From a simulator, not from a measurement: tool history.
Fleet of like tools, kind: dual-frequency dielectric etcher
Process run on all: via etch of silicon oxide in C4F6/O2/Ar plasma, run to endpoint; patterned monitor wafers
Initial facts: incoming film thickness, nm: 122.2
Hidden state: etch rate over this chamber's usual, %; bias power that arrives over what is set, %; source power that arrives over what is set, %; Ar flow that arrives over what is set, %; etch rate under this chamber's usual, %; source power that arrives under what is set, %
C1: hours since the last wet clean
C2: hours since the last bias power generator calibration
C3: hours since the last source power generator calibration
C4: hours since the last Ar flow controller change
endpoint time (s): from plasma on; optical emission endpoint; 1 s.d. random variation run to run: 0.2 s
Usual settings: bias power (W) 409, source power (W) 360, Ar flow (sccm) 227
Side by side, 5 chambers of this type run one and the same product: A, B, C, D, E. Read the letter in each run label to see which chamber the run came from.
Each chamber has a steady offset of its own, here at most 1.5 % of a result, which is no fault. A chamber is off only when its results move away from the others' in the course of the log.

{"run": "1D", "hour": 8.3, "bias power (W)": 409, "source power (W)": 360, "Ar flow (sccm)": 227, "C1": 235.8, "C2": 697.2, "C3": 2429, "C4": 2391.3, "endpoint time (s)": 29.639}
{"run": "2E", "hour": 14.7, "bias power (W)": 409, "source power (W)": 360, "Ar flow (sccm)": 227, "C1": 341.7, "C2": 2465, "C3": 1457.3, "C4": 1306, "endpoint time (s)": 28.919}
{"run": "3A", "hour": 19.3, "bias power (W)": 409, "source power (W)": 360, "Ar flow (sccm)": 227, "C1": 146.6, "C2": 1962.7, "C3": 956.5, "C4": 545.3, "endpoint time (s)": 28.841}
{"run": "4C", "hour": 24.9, "bias power (W)": 409, "source power (W)": 360, "Ar flow (sccm)": 227, "C1": 305, "C2": 1246.1, "C3": 33.9, "C4": 671.2, "endpoint time (s)": 29.082}
{"run": "5B", "hour": 32.1, "bias power (W)": 409, "source power (W)": 360, "Ar flow (sccm)": 227, "C1": 39, "C2": 3492.5, "C3": 117, "C4": 396.6, "endpoint time (s)": 29.002}
{"run": "6A", "hour": 40.9, "bias power (W)": 409, "source power (W)": 360, "Ar flow (sccm)": 227, "C1": 168.2, "C2": 1984.3, "C3": 978.1, "C4": 566.9, "endpoint time (s)": 29.17}
{"run": "7D", "hour": 47.7, "bias power (W)": 409, "source power (W)": 360, "Ar flow (sccm)": 227, "C1": 275.2, "C2": 736.6, "C3": 2468.4, "C4": 2430.7, "endpoint time (s)": 29.638}
{"run": "8B", "hour": 54.5, "bias power (W)": 409, "source power (W)": 360, "Ar flow (sccm)": 227, "C1": 61.4, "C2": 3514.9, "C3": 139.4, "C4": 419, "endpoint time (s)": 29.215}
{"run": "9C", "hour": 60.9, "bias power (W)": 409, "source power (W)": 360, "Ar flow (sccm)": 269, "C1": 341, "C2": 1282.1, "C3": 69.9, "C4": 707.2, "endpoint time (s)": 29.92}
{"hour": 61.7, "done": "chamber C: wet clean of the chamber"}
{"run": "10E", "hour": 70.2, "bias power (W)": 409, "source power (W)": 360, "Ar flow (sccm)": 269, "C1": 397.2, "C2": 2520.5, "C3": 1512.8, "C4": 1361.5, "endpoint time (s)": 29.604}
{"run": "11D", "hour": 78.2, "bias power (W)": 409, "source power (W)": 360, "Ar flow (sccm)": 269, "C1": 305.7, "C2": 767.1, "C3": 2498.9, "C4": 2461.2, "endpoint time (s)": 30.496}
{"hour": 79.4, "done": "chamber E: wet clean of the chamber"}
{"run": "12E", "hour": 82.7, "bias power (W)": 409, "source power (W)": 360, "Ar flow (sccm)": 269, "C1": 3.4, "C2": 2533, "C3": 1525.3, "C4": 1374, "endpoint time (s)": 28.018}
{"run": "13B", "hour": 90.1, "bias power (W)": 409, "source power (W)": 360, "Ar flow (sccm)": 269, "C1": 97, "C2": 3550.5, "C3": 175, "C4": 454.6, "endpoint time (s)": 29.578}
{"run": "14C", "hour": 98.1, "bias power (W)": 409, "source power (W)": 360, "Ar flow (sccm)": 227, "C1": 36.4, "C2": 1319.3, "C3": 107.1, "C4": 744.4, "endpoint time (s)": 29.252}
{"run": "15A", "hour": 103.6, "bias power (W)": 409, "source power (W)": 360, "Ar flow (sccm)": 227, "C1": 230.9, "C2": 2047, "C3": 1040.8, "C4": 629.6, "endpoint time (s)": 29.038}
{"run": "16C", "hour": 108.0, "bias power (W)": 409, "source power (W)": 360, "Ar flow (sccm)": 227, "C1": 46.3, "C2": 1329.2, "C3": 117, "C4": 754.3, "endpoint time (s)": 29.309}
{"run": "17E", "hour": 113.6, "bias power (W)": 409, "source power (W)": 360, "Ar flow (sccm)": 227, "C1": 34.3, "C2": 2563.9, "C3": 1556.2, "C4": 1404.9, "endpoint time (s)": 27.491}
{"run": "18A", "hour": 123.3, "bias power (W)": 409, "source power (W)": 360, "Ar flow (sccm)": 227, "C1": 250.6, "C2": 2066.7, "C3": 1060.5, "C4": 649.3, "endpoint time (s)": 29.04}
{"run": "19B", "hour": 129.1, "bias power (W)": 409, "source power (W)": 360, "Ar flow (sccm)": 227, "C1": 136, "C2": 3589.5, "C3": 214, "C4": 493.6, "endpoint time (s)": 29.33}
{"run": "20D", "hour": 134.8, "bias power (W)": 409, "source power (W)": 360, "Ar flow (sccm)": 227, "C1": 362.3, "C2": 823.7, "C3": 2555.5, "C4": 2517.8, "endpoint time (s)": 29.98}
{"run": "21C", "hour": 139.1, "bias power (W)": 409, "source power (W)": 360, "Ar flow (sccm)": 227, "C1": 77.4, "C2": 1360.3, "C3": 148.1, "C4": 785.4, "endpoint time (s)": 29.199}
{"run": "22D", "hour": 144.3, "bias power (W)": 409, "source power (W)": 360, "Ar flow (sccm)": 227, "C1": 371.8, "C2": 833.2, "C3": 2565, "C4": 2527.3, "endpoint time (s)": 29.669}
{"run": "23B", "hour": 150.1, "bias power (W)": 409, "source power (W)": 360, "Ar flow (sccm)": 227, "C1": 157, "C2": 3610.5, "C3": 235, "C4": 514.6, "endpoint time (s)": 28.907}
{"run": "24A", "hour": 155.7, "bias power (W)": 409, "source power (W)": 360, "Ar flow (sccm)": 227, "C1": 283, "C2": 2099.1, "C3": 1092.9, "C4": 681.7, "endpoint time (s)": 28.759}
{"run": "25E", "hour": 165.6, "bias power (W)": 409, "source power (W)": 360, "Ar flow (sccm)": 227, "C1": 86.3, "C2": 2615.9, "C3": 1608.2, "C4": 1456.9, "endpoint time (s)": 27.653}
{"run": "26C", "hour": 173.0, "bias power (W)": 374, "source power (W)": 360, "Ar flow (sccm)": 202, "C1": 111.3, "C2": 1394.2, "C3": 182, "C4": 819.3, "endpoint time (s)": 30.215}
{"run": "27E", "hour": 179.6, "bias power (W)": 374, "source power (W)": 360, "Ar flow (sccm)": 202, "C1": 100.3, "C2": 2629.9, "C3": 1622.2, "C4": 1470.9, "endpoint time (s)": 28.11}
{"run": "28D", "hour": 185.8, "bias power (W)": 374, "source power (W)": 360, "Ar flow (sccm)": 202, "C1": 413.3, "C2": 874.7, "C3": 2606.5, "C4": 2568.8, "endpoint time (s)": 30.018}
{"run": "29A", "hour": 195.7, "bias power (W)": 374, "source power (W)": 360, "Ar flow (sccm)": 202, "C1": 323, "C2": 2139.1, "C3": 1132.9, "C4": 721.7, "endpoint time (s)": 29.959}
{"run": "30B", "hour": 204.0, "bias power (W)": 374, "source power (W)": 360, "Ar flow (sccm)": 202, "C1": 210.9, "C2": 3664.4, "C3": 288.9, "C4": 568.5, "endpoint time (s)": 29.811}
{"run": "31B", "hour": 210.1, "bias power (W)": 409, "source power (W)": 360, "Ar flow (sccm)": 227, "C1": 217, "C2": 3670.5, "C3": 295, "C4": 574.6, "endpoint time (s)": 29.143}
{"run": "32A", "hour": 219.4, "bias power (W)": 409, "source power (W)": 360, "Ar flow (sccm)": 227, "C1": 346.7, "C2": 2162.8, "C3": 1156.6, "C4": 745.4, "endpoint time (s)": 29.232}

Each of the 5 chambers runs these same settings next. Fill in every chamber's results:
{"run": "33A", "hour": 226.5, "bias power (W)": 355, "source power (W)": 360, "Ar flow (sccm)": 227, "endpoint time (s)": "?"}
{"run": "33B", "hour": 226.5, "bias power (W)": 355, "source power (W)": 360, "Ar flow (sccm)": 227, "endpoint time (s)": "?"}
{"run": "33C", "hour": 226.5, "bias power (W)": 355, "source power (W)": 360, "Ar flow (sccm)": 227, "endpoint time (s)": "?"}
{"run": "33D", "hour": 226.5, "bias power (W)": 355, "source power (W)": 360, "Ar flow (sccm)": 227, "endpoint time (s)": "?"}
{"run": "33E", "hour": 226.5, "bias power (W)": 355, "source power (W)": 360, "Ar flow (sccm)": 227, "endpoint time (s)": "?"}

run=33A endpoint_time_(s)=30.783
run=33B endpoint_time_(s)=30.502
run=33C endpoint_time_(s)=31.182
run=33D endpoint_time_(s)=31.146
run=33E endpoint_time_(s)=28.999

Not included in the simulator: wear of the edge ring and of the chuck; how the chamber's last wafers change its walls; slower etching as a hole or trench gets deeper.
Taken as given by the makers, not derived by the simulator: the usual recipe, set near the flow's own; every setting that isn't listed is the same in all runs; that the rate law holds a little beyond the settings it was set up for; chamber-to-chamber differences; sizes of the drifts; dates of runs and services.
